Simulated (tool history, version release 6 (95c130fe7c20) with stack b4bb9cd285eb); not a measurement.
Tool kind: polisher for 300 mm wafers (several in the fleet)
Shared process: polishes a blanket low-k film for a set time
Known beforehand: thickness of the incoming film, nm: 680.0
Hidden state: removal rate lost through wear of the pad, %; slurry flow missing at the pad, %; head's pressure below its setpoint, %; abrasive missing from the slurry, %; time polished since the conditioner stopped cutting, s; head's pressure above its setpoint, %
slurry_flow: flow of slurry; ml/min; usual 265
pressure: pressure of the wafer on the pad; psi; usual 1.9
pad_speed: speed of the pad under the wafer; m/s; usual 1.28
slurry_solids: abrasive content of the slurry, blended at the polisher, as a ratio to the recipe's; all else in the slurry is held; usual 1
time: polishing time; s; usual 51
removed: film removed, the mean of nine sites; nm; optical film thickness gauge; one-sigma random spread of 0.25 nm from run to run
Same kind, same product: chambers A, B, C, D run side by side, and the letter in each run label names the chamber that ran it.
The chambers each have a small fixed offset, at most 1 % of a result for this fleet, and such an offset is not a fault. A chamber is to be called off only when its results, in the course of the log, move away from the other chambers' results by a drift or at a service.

| run | hour | slurry_flow | pressure | pad_speed | slurry_solids | time | wafers polished on this pad | hours since the slurry nozzle was cleaned | hours since the head pressure was calibrated | hours since the slurry blender was calibrated | hours since the conditioning disc was replaced | removed |
|---|---|---|---|---|---|---|---|---|---|---|---|---|
| 1A | 9 | 265 | 1.9 | 1.28 | 1 | 51 | 480 | 469.9 | 166.9 | 395.3 | 515.1 | 29.397 |
|  | 11.9 | chamber A: conditioning disc replaced and pad reconditioned |
| 2B | 15.3 | 265 | 1.9 | 1.28 | 1 | 51 | 722 | 313.5 | 258.1 | 331.9 | 171.3 | 29.488 |
| 3C | 20.4 | 265 | 1.9 | 1.28 | 1 | 51 | 366 | 403.2 | 1131.9 | 32.8 | 49.6 | 28.957 |
|  | 23.2 | chamber C: slurry nozzle cleaned |
| 4D | 30 | 265 | 1.9 | 1.28 | 1 | 51 | 363 | 407.1 | 485 | 118.5 | 51.2 | 29.258 |
| 5C | 39.1 | 265 | 1.9 | 1.28 | 1 | 51 | 505 | 15.9 | 1150.6 | 51.5 | 68.3 | 29.226 |
|  | 43.5 | chamber A: slurry blender recalibrated |
| 6B | 46 | 265 | 1.9 | 1.28 | 1 | 51 | 950 | 344.2 | 288.8 | 362.6 | 202 | 29.536 |
|  | 50.5 | chamber A: worn pad replaced by a new one |
| 7A | 52.2 | 265 | 1.9 | 1.28 | 1 | 51 | 12 | 513.1 | 210.1 | 8.8 | 40.3 | 28.919 |
| 8D | 57.7 | 265 | 1.9 | 1.28 | 1 | 51 | 568 | 434.8 | 512.7 | 146.2 | 78.9 | 29.003 |
|  | 57.9 | chamber C: head pressure recalibrated |
| 9C | 65.3 | 265 | 1.9 | 1.28 | 1 | 51 | 699 | 42.1 | 7.5 | 77.7 | 94.5 | 29.197 |
| 10B | 73.8 | 265 | 1.9 | 1.28 | 1 | 51 | 1156 | 372 | 316.6 | 390.4 | 229.8 | 29.377 |
|  | 77.6 | chamber B: worn pad replaced by a new one |
| 11A | 81.7 | 265 | 1.9 | 1.28 | 1 | 51 | 231 | 542.6 | 239.6 | 38.3 | 69.8 | 28.805 |
|  | 84.4 | chamber D: slurry nozzle cleaned |
|  | 87.7 | chamber C: conditioning disc replaced and pad reconditioned |
| 12D | 87.9 | 265 | 1.9 | 1.28 | 1 | 51 | 792 | 3.5 | 542.9 | 176.4 | 109.1 | 28.714 |
|  | 97.5 | chamber B: slurry blender recalibrated |
| 13C | 97.9 | 265 | 1.9 | 1.28 | 1 | 51 | 941 | 74.7 | 40.1 | 110.3 | 10.3 | 29.22 |
| 14D | 107.7 | 265 | 1.9 | 1.28 | 1 | 51 | 939 | 23.3 | 562.7 | 196.2 | 128.9 | 28.452 |
| 15B | 114.7 | 265 | 1.9 | 1.28 | 1 | 51 | 275 | 412.9 | 357.5 | 17.3 | 270.7 | 28.957 |
| 16A | 120.7 | 265 | 1.9 | 1.28 | 1 | 51 | 520 | 581.6 | 278.6 | 77.3 | 108.8 | 29.009 |
|  | 129.2 | chamber D: head pressure recalibrated |
| 17D | 129.3 | 265 | 1.9 | 1.28 | 1 | 51 | 1099 | 44.9 | 0.2 | 217.8 | 150.5 | 28.419 |
| 18C | 135.5 | 265 | 1.9 | 1.28 | 1 | 51 | 1220 | 112.3 | 77.7 | 147.9 | 47.9 | 29.172 |
|  | 137.4 | chamber B: conditioning disc replaced and pad reconditioned |
| 19A | 140.8 | 265 | 1.9 | 1.54 | 1 | 51 | 669 | 601.7 | 298.7 | 97.4 | 128.9 | 33.713 |
| 20B | 150.9 | 265 | 1.9 | 1.54 | 1 | 51 | 544 | 449.1 | 393.7 | 53.5 | 13.6 | 33.939 |
| 21B | 156.9 | 265 | 1.9 | 1.54 | 1 | 51 | 588 | 455.1 | 399.7 | 59.5 | 19.6 | 34.363 |
|  | 157.6 | chamber C: worn pad replaced by a new one |
|  | 158.6 | chamber A: worn pad replaced by a new one |
| 22D | 164.5 | 265 | 1.9 | 1.54 | 1 | 51 | 1360 | 80.1 | 35.4 | 253 | 185.7 | 32.709 |
| 23C | 174.7 | 265 | 2.3 | 1.28 | 1 | 51 | 127 | 151.5 | 116.9 | 187.1 | 87.1 | 35.313 |
| 24A | 179.7 | 265 | 2.3 | 1.28 | 1 | 51 | 156 | 640.6 | 337.6 | 136.3 | 167.8 | 34.816 |
|  | 185.7 | chamber A: slurry nozzle cleaned |
| 25C | 188.6 | 265 | 2.3 | 1.28 | 1 | 51 | 230 | 165.4 | 130.8 | 201 | 101 | 35.447 |
|  | 195.5 | chamber C: conditioning disc replaced and pad reconditioned |
| 26D | 196.8 | 265 | 2.3 | 1.28 | 1 | 51 | 1600 | 112.4 | 67.7 | 285.3 | 218 | 33.03 |
| 27B | 201.8 | 265 | 1.9 | 1.28 | 1 | 51 | 921 | 500 | 444.6 | 104.4 | 64.5 | 28.994 |
|  | 204 | chamber B: slurry nozzle cleaned |
| 28A | 206.3 | 265 | 1.9 | 1.28 | 1 | 51 | 354 | 20.7 | 364.2 | 162.9 | 194.4 | 29.136 |
| 29A | 211.8 | 265 | 1.9 | 1.28 | 1 | 51 | 394 | 26.2 | 369.7 | 168.4 | 199.9 | 29.372 |
|  | 215 | chamber B: worn pad replaced by a new one |
| 30D | 218.5 | 265 | 1.9 | 1.04 | 1 | 62 | 1761 | 134.1 | 89.4 | 307 | 239.7 | 28.743 |
| 31B | 225 | 265 | 1.9 | 1.04 | 1 | 62 | 74 | 21.1 | 467.8 | 127.6 | 87.7 | 29.993 |
| 32C | 232.1 | 265 | 1.9 | 1.04 | 1 | 62 | 552 | 208.9 | 174.3 | 244.5 | 36.7 | 30.055 |
|  | 235.9 | chamber D: conditioning disc replaced and pad reconditioned |
| 33A | 242.2 | 265 | 1.9 | 1.04 | 1 | 62 | 620 | 56.6 | 400.1 | 198.8 | 230.3 | 30.037 |
|  | 243.5 | chamber D: slurry blender recalibrated |
| 34B | 251.3 | 345 | 1.9 | 1.28 | 1.1 | 51 | 269 | 47.4 | 494.1 | 153.9 | 114 | 30.546 |
|  | 256.2 | chamber A: head pressure recalibrated |
| 35C | 257.2 | 345 | 1.9 | 1.28 | 1.1 | 51 | 739 | 234 | 199.4 | 269.6 | 61.8 | 30.751 |
| 36D | 263.5 | 345 | 1.9 | 1.28 | 1.1 | 51 | 2095 | 179.1 | 134.4 | 20.1 | 27.6 | 29.126 |
|  | 264.1 | chamber A: worn pad replaced by a new one |
| 37B | 272.3 | 345 | 1.9 | 1.28 | 1.1 | 51 | 425 | 68.4 | 515.1 | 174.9 | 135 | 30.944 |
|  | 276.4 | chamber C: slurry blender recalibrated |
| 38C | 280.4 | 265 | 1.9 | 1.28 | 1 | 51 | 911 | 257.2 | 222.6 | 4.1 | 85 | 29.016 |
| 39A | 290.5 | 265 | 1.9 | 1.28 | 1 | 51 | 195 | 104.9 | 34.4 | 247.1 | 278.6 | 29.415 |
| 40D | 297.2 | 265 | 1.9 | 1.28 | 1 | 51 | 2345 | 212.8 | 168.1 | 53.8 | 61.3 | 27.157 |

Has any chamber moved away from the others, gradually or after a service, or does the common gauge drift, or do the chambers differ only by their own small steady offsets? State the chamber and the most likely cause if one applies.

Little by little, chamber D moves away from the other chambers.
Likeliest cause: removal rate lost through wear of the pad, % = 7.74.

Here are 4 candidates for chamber D's next run, each the usual settings with a change, their results left as question marks. Which one brings its results back in line with what the others give on the usual settings?
Allowed miss from the other chambers' usual-settings mean, per result, to count as in line: removed 0.88 nm
| 41D-1 | 304.4 | 265 | 1.9 | 1.38 | 1.05 | 56 |  |  |  |  |  | ? |
| 41D-2 | 304.4 | 265 | 1.7 | 1.18 | 1 | 51 |  |  |  |  |  | ? |
| 41D-3 | 304.4 | 265 | 1.8 | 1.26 | 1 | 50 |  |  |  |  |  | ? |
| 41D-4 | 304.4 | 265 | 2 | 1.28 | 1 | 53 |  |  |  |  |  | ? |

What the other chambers average on the usual settings: removed 29.242 nm
| run | removed |
|---|---|
| 41D-1 | 31.942 |
| 41D-2 | 22.516 |
| 41D-3 | 24.602 |
| 41D-4 | 29.318 |
With 41D-4, the chamber falls back in line with the rest.
